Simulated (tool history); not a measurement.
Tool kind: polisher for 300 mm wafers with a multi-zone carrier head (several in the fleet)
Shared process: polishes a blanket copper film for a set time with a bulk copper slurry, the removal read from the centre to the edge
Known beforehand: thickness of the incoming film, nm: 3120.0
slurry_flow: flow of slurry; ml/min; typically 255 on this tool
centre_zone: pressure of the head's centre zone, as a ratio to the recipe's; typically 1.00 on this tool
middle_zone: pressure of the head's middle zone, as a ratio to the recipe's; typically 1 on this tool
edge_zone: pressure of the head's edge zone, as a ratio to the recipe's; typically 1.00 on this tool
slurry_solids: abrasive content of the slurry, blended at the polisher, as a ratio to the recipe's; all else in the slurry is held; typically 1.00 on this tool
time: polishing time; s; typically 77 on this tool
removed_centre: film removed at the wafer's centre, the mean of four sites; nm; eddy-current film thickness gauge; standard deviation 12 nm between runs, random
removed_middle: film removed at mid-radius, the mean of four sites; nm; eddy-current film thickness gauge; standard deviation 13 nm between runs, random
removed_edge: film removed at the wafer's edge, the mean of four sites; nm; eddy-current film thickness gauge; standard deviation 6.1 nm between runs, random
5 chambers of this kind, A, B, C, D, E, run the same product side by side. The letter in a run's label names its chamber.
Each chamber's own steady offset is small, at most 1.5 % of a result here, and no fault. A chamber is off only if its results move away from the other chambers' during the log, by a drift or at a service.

run	hour	slurry_flow	centre_zone	middle_zone	edge_zone	slurry_solids	time	wafers polished on this pad	hours since the slurry nozzle was cleaned	hours since the centre zone pressure was calibrated	hours since the edge zone pressure was calibrated	removed_centre	removed_middle	removed_edge
1B	6.7	255	1.00	1	1.00	1.00	77	849	385.9	84.6	660.3	913.17	951.33	930.05
2C	15.2	255	1.00	1	1.00	1.00	77	337	208.8	192.3	663.3	926.94	899.73	925.29
3A	25.1	255	1.00	1	1.00	1.00	77	526	167.6	330.9	71.6	920.66	926.31	921.45
# hour 29.2: chamber B: slurry nozzle cleaned
4E	31.9	255	1.00	1	1.00	1.00	77	316	291.4	80.2	333.6	916.88	936.44	917.45
5D	45.1	255	1.00	1	1.00	1.00	77	780	130.0	1106.3	438.1	940.37	927.36	930.48
# hour 49.6: chamber A: centre zone pressure recalibrated
6B	57.7	255	1.00	1	1.11	1.00	77	1196	28.5	135.6	711.3	933.68	941.34	973.78
# hour 61.2: chamber B: worn pad replaced by a new one
# hour 65.4: chamber D: centre zone pressure recalibrated
# hour 66.5: chamber B: edge zone pressure recalibrated
7A	69.5	255	1.00	1	1.11	1.00	77	828	212.0	19.9	116.0	919.60	925.75	985.09
8C	77.7	255	1.00	1	1.11	1.00	77	762	271.3	254.8	725.8	938.51	957.94	974.63
9E	85.6	255	1.00	1	1.11	1.00	77	681	345.1	133.9	387.3	899.44	922.86	972.97
10D	95.5	255	1.00	1	1.11	1.00	77	1123	180.4	30.1	488.5	930.73	921.63	976.24
11A	104.4	255	1.00	1	1.00	1.00	77	1065	246.9	54.8	150.9	913.72	911.64	926.93
# hour 107.5: chamber C: worn pad replaced by a new one
12B	111.8	185	1.00	1	1.00	0.75	77	344	82.6	189.7	45.4	823.40	833.03	849.00
# hour 113.6: chamber A: slurry nozzle cleaned
# hour 116.2: chamber E: worn pad replaced by a new one
13D	120.3	185	1.00	1	1.00	0.75	77	1291	205.2	54.9	513.3	832.30	852.33	846.53
14E	130.5	185	1.00	1	1.00	0.75	77	97	390.0	178.8	432.2	821.01	840.58	834.06
15C	138.0	185	1.00	1	1.00	0.75	77	208	331.6	315.1	786.1	836.54	835.11	845.20
# hour 140.8: chamber A: worn pad replaced by a new one
16B	146.1	185	1.00	1	1.00	0.75	77	577	116.9	224.0	79.7	825.68	846.98	834.41
17E	153.9	255	1.00	1	1.00	1.00	77	256	413.4	202.2	455.6	900.86	912.97	910.39
18C	163.2	255	1.00	1	1.00	1.00	77	379	356.8	340.3	811.3	927.78	936.74	928.53
19D	175.9	255	1.00	1	1.00	1.00	77	1670	260.8	110.5	568.9	928.14	900.91	915.40
20A	188.5	255	0.94	1	1.00	1.00	97	325	75.0	138.9	235.0	1090.20	1140.30	1172.10
21A	197.4	255	0.94	1	1.00	1.00	97	385	83.9	147.8	243.9	1080.50	1159.50	1173.80
22D	210.3	255	0.94	1	1.00	1.00	97	1904	295.2	144.9	603.3	1043.70	1099.60	1129.90
23B	224.1	255	0.94	1	1.00	1.00	97	1108	194.9	302.0	157.7	1110.10	1174.40	1165.50
24E	238.1	255	0.94	1	1.00	1.00	97	829	497.6	286.4	539.8	1075.90	1165.00	1161.40
25C	247.6	255	1.00	1	1.00	1.00	77	953	441.2	424.7	895.7	898.47	899.95	929.86
# hour 251.1: chamber E: worn pad replaced by a new one
# hour 253.6: chamber B: worn pad replaced by a new one
26A	254.5	255	1.00	1	1.00	1.00	77	774	141.0	204.9	301.0	927.27	920.25	928.39
27C	261.9	255	1.00	1	1.00	1.00	77	1051	455.5	439.0	910.0	922.64	917.50	921.82
28B	274.9	255	1.00	1	1.00	1.00	77	145	245.7	352.8	208.5	913.59	921.31	935.51
29E	281.4	255	1.00	1	1.00	1.00	77	206	540.9	329.7	583.1	908.38	914.63	909.89
30D	290.4	255	1.00	1	1.00	1.00	77	2449	375.3	225.0	683.4	872.79	876.78	856.02
# hour 295.9: chamber E: slurry nozzle cleaned
31D	299.9	255	1.00	1	1.00	1.00	77	2513	384.8	234.5	692.9	881.74	870.60	856.38
32B	313.8	255	1.00	1	1.00	0.75	77	409	284.6	391.7	247.4	863.71	886.27	876.11
# hour 322.7: chamber A: worn pad replaced by a new one
33E	327.6	255	1.00	1	1.00	0.75	77	520	31.7	375.9	629.3	862.34	889.42	862.87
34A	339.1	255	1.00	1	1.00	0.75	77	111	225.6	289.5	385.6	876.96	876.63	883.03

Predict what each chamber gives when all 5 of them run the settings below next.
35A	349.3	210	1.00	1	1.00	1.00	77					?	?	?
35B	349.3	210	1.00	1	1.00	1.00	77					?	?	?
35C	349.3	210	1.00	1	1.00	1.00	77					?	?	?
35D	349.3	210	1.00	1	1.00	1.00	77					?	?	?
35E	349.3	210	1.00	1	1.00	1.00	77					?	?	?

run	removed_centre	removed_middle	removed_edge
35A	894.34	887.06	924.27
35B	876.64	892.28	919.53
35C	892.46	880.78	886.40
35D	839.50	821.82	834.95
35E	901.22	909.88	905.80

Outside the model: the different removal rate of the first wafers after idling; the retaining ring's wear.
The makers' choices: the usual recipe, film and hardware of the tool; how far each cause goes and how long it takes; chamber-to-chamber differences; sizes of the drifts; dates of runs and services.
